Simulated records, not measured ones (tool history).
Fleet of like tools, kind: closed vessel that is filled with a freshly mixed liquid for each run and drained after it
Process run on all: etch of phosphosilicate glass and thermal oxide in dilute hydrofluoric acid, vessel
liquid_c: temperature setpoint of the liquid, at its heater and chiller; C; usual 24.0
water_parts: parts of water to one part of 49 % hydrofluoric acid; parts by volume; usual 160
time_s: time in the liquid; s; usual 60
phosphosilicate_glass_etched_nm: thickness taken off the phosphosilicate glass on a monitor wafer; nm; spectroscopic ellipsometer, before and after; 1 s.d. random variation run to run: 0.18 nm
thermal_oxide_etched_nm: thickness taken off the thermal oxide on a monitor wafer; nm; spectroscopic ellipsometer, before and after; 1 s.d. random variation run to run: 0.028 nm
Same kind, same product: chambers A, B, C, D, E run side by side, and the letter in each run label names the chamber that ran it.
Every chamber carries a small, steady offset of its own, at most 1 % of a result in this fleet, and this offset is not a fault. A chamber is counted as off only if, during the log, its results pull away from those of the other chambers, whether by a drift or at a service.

| run | hour | liquid_c | water_parts | time_s | read-back film thickness of the phosphosilicate glass reference wafer, read on the same gauge (nm) | read-back film thickness of the thermal oxide reference wafer, read on the same gauge (nm) | phosphosilicate_glass_etched_nm | thermal_oxide_etched_nm |
|---|---|---|---|---|---|---|---|---|
| 1D | 9.2 | 24.0 | 160 | 60 | 120.01 | 70.044 | 48.355 | 1.6315 |
| 2A | 16.7 | 24.0 | 160 | 60 | 120.00 | 69.995 | 47.894 | 1.5583 |
| 3C | 26.6 | 24.0 | 160 | 60 | 119.97 | 70.011 | 48.172 | 1.5984 |
|  | 31.6 | chamber D: hydrofluoric acid flow meter replaced |
| 4B | 32.1 | 24.0 | 160 | 60 | 120.04 | 69.992 | 48.354 | 1.6567 |
| 5E | 36.7 | 24.0 | 160 | 60 | 120.05 | 69.980 | 48.193 | 1.6120 |
| 6D | 45.8 | 22.5 | 205 | 60 | 119.97 | 70.012 | 33.606 | 1.1743 |
| 7A | 54.9 | 22.5 | 205 | 60 | 119.96 | 70.004 | 33.354 | 1.1155 |
| 8B | 64.9 | 22.5 | 205 | 60 | 120.00 | 70.010 | 33.909 | 1.1311 |
| 9E | 71.2 | 22.5 | 205 | 60 | 119.99 | 70.009 | 33.583 | 1.1426 |
| 10C | 76.9 | 22.5 | 205 | 60 | 120.00 | 69.990 | 33.802 | 1.1167 |
| 11C | 86.3 | 21.5 | 160 | 75 | 119.95 | 69.991 | 54.075 | 1.8586 |
| 12E | 92.2 | 21.5 | 160 | 75 | 119.98 | 70.000 | 54.567 | 1.8601 |
| 13D | 101.4 | 21.5 | 160 | 75 | 120.01 | 69.997 | 55.165 | 1.8802 |
| 14B | 110.2 | 21.5 | 160 | 75 | 120.00 | 70.021 | 54.519 | 1.8284 |
| 15A | 114.6 | 21.5 | 160 | 75 | 120.02 | 69.990 | 54.301 | 1.7916 |
| 16A | 119.7 | 24.0 | 160 | 60 | 119.95 | 69.964 | 48.124 | 1.5277 |
| 17E | 129.0 | 24.0 | 160 | 60 | 119.97 | 69.996 | 47.906 | 1.5828 |
| 18B | 138.4 | 24.0 | 85 | 60 | 119.97 | 70.011 | 97.559 | 3.3657 |
| 19D | 145.4 | 24.0 | 85 | 60 | 120.00 | 69.990 | 99.163 | 3.3668 |
| 20C | 151.4 | 24.0 | 85 | 60 | 120.06 | 69.981 | 98.741 | 3.2484 |
| 21A | 159.0 | 24.0 | 85 | 60 | 120.02 | 70.024 | 100.330 | 3.3508 |
|  | 161.6 | chamber C: thermometer replaced |
| 22C | 165.3 | 24.0 | 85 | 60 | 120.02 | 69.993 | 98.935 | 3.3207 |
| 23D | 171.8 | 24.0 | 160 | 60 | 119.98 | 69.988 | 47.820 | 1.6730 |
| 24B | 179.2 | 24.0 | 160 | 60 | 120.04 | 70.003 | 47.927 | 1.6229 |
| 25E | 187.2 | 24.0 | 160 | 60 | 120.04 | 69.993 | 47.994 | 1.6190 |
| 26D | 192.3 | 28.0 | 160 | 60 | 120.02 | 69.974 | 55.398 | 1.8690 |
| 27E | 202.4 | 28.0 | 160 | 60 | 120.03 | 70.005 | 55.573 | 1.8972 |
| 28A | 212.1 | 28.0 | 160 | 60 | 120.00 | 70.006 | 55.785 | 1.8989 |
| 29C | 222.0 | 28.0 | 160 | 60 | 120.03 | 70.014 | 55.885 | 1.9096 |
| 30B | 227.5 | 28.0 | 160 | 60 | 119.99 | 70.004 | 55.820 | 1.8692 |
| 31E | 234.0 | 24.0 | 160 | 60 | 120.02 | 70.021 | 47.974 | 1.6459 |
| 32A | 240.7 | 24.0 | 160 | 60 | 120.03 | 70.017 | 48.156 | 1.6096 |

Is one chamber off against the others, does the gauge drift, or is nothing wrong? If a chamber is off, say which, and what the likeliest cause is.

The fleet is healthy, with each chamber sitting at its usual small offset and no drift in the gauge.
